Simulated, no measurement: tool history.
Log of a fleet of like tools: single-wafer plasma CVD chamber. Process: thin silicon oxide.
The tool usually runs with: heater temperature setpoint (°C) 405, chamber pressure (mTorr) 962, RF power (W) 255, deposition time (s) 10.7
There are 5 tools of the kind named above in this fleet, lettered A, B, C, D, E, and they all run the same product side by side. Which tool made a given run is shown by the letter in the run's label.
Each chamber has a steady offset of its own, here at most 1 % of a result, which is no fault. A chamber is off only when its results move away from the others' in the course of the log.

run     day  heater temperature setpoint (°C)  chamber pressure (mTorr)  RF power (W)  deposition time (s)  hours since the last thermocouple change  hours since the last RF generator calibration  hours since the last manometer calibration  read-back reference wafer on the same gauge, thickness_nm  mean film thickness on the monitor wafer (angstrom)
 1C   0.517                               405                       962           255                 10.7                                    1940.4                                         1522.2                                       679.3                                                      17.38                                               213.11
      0.925  -- chamber B: RF generator calibrated
 2B   0.929                               405                       962           255                 10.7                                    1547.4                                            0.2                                       209.4                                                     17.402                                               213.44
 3D   1.171                               405                       962           255                 10.7                                      1694                                          159.3                                        1485                                                     17.429                                               212.97
      1.183  -- chamber D: thermocouple changed; heater temperature recalibrated
 4A   1.642                               405                       962           255                 10.7                                    1434.7                                            497                                       505.3                                                     17.374                                               213.59
 5E   2.125                               405                       962           255                 10.7                                     301.8                                            820                                       708.1                                                     17.405                                               215.74
 6C   2.412                               405                       962           255                 10.7                                    1985.9                                         1567.7                                       724.8                                                      17.41                                               215.81
 7D   2.729                               405                       962           255                 10.7                                      37.1                                          196.7                                      1522.4                                                     17.397                                               212.62
      3.175  -- chamber C: thermocouple changed; heater temperature recalibrated
 8A   3.196                               398                       962           255                 11.7                                      1472                                          534.3                                       542.6                                                     17.421                                               234.66
 9B   3.429                               398                       962           255                 11.7                                    1607.4                                           60.2                                       269.4                                                     17.409                                               234.32
10E   3.804                               398                       962           255                 11.7                                     342.1                                          860.3                                       748.4                                                     17.399                                               238.44
11B   4.229                               398                       962           255                 11.7                                    1626.6                                           79.4                                       288.6                                                     17.417                                               234.68
12D   4.762                               398                       962           255                 11.7                                      85.9                                          245.5                                      1571.2                                                     17.391                                               235.37
13A   5.188                               405                       962           255                 10.7                                    1519.8                                          582.1                                       590.4                                                     17.411                                               213.08
      5.546  -- chamber E: RF generator calibrated
14C   5.654                               405                       962           255                 10.7                                      59.6                                         1645.5                                       802.6                                                     17.405                                                214.7
      5.662  -- chamber A: thermocouple changed; heater temperature recalibrated
15E       6                               405                       962           255                 10.7                                     394.8                                             11                                       801.1                                                     17.387                                               213.76
16B   6.408                               405                       962           255                 10.7                                    1678.9                                          131.7                                       340.9                                                     17.403                                               212.54
17D   6.821                               405                       962           255                 10.7                                     135.3                                          294.9                                      1620.6                                                     17.403                                                217.5
18C   7.212                               405                       962           255                 10.7                                        97                                         1682.9                                         840                                                       17.4                                               213.94
19E    7.75                               405                       962           255                 10.7                                     436.8                                             53                                       843.1                                                     17.396                                               215.54
20A   8.117                               405                       962           255                 10.7                                        59                                          652.4                                       660.7                                                     17.417                                               215.13
21D   8.392                               405                       962           255                 10.7                                       173                                          332.6                                      1658.3                                                       17.4                                               217.83
22E   8.833                               405                       962           255                 10.7                                     462.8                                             79                                       869.1                                                     17.401                                               214.46
23B   9.275                               405                       962           255                 12.2                                    1747.7                                          200.5                                       409.7                                                     17.383                                               243.12
24A   9.521                               405                       962           255                 12.2                                      92.7                                          686.1                                       694.4                                                     17.398                                               243.66
      9.754  -- chamber E: capacitance manometer re-zeroed and calibrated
25C   9.912                               405                       962           255                 12.2                                     161.8                                         1747.7                                       904.8                                                     17.398                                               245.04
26C  10.438                               405                       962           255                 12.2                                     174.4                                         1760.3                                       917.4                                                      17.39                                               245.02
27A  10.733                               405                       962           255                 12.2                                     121.8                                          715.2                                       723.5                                                     17.406                                               246.28
28D  11.067                               405                       962           255                 10.7                                     237.2                                          396.8                                      1722.5                                                     17.409                                               221.79
29E  11.346                               405                       962           255                 10.7                                     523.1                                          139.3                                        38.2                                                     17.406                                               213.76
30B  11.854                               405                       962           255                 10.7                                    1809.6                                          262.4                                       471.6                                                     17.397                                                213.7
31A  12.129                               405                       962           255                 10.7                                     155.3                                          748.7                                         757                                                     17.397                                               213.88
32D  12.425                               405                       962           255                 10.7                                     269.8                                          429.4                                      1755.1                                                     17.406                                                222.4

All chambers now run identical settings, listed one chamber a line with results as question marks. What results will each chamber show?
33A  12.817                               405                       962           295                 10.7                                                                                                                                                                                                                                                    ?
33B  12.817                               405                       962           295                 10.7                                                                                                                                                                                                                                                    ?
33C  12.817                               405                       962           295                 10.7                                                                                                                                                                                                                                                    ?
33D  12.817                               405                       962           295                 10.7                                                                                                                                                                                                                                                    ?
33E  12.817                               405                       962           295                 10.7                                                                                                                                                                                                                                                    ?

run  mean film thickness on the monitor wafer (angstrom)
33A                                               226.74
33B                                               227.47
33C                                               229.92
33D                                               238.51
33E                                               228.93

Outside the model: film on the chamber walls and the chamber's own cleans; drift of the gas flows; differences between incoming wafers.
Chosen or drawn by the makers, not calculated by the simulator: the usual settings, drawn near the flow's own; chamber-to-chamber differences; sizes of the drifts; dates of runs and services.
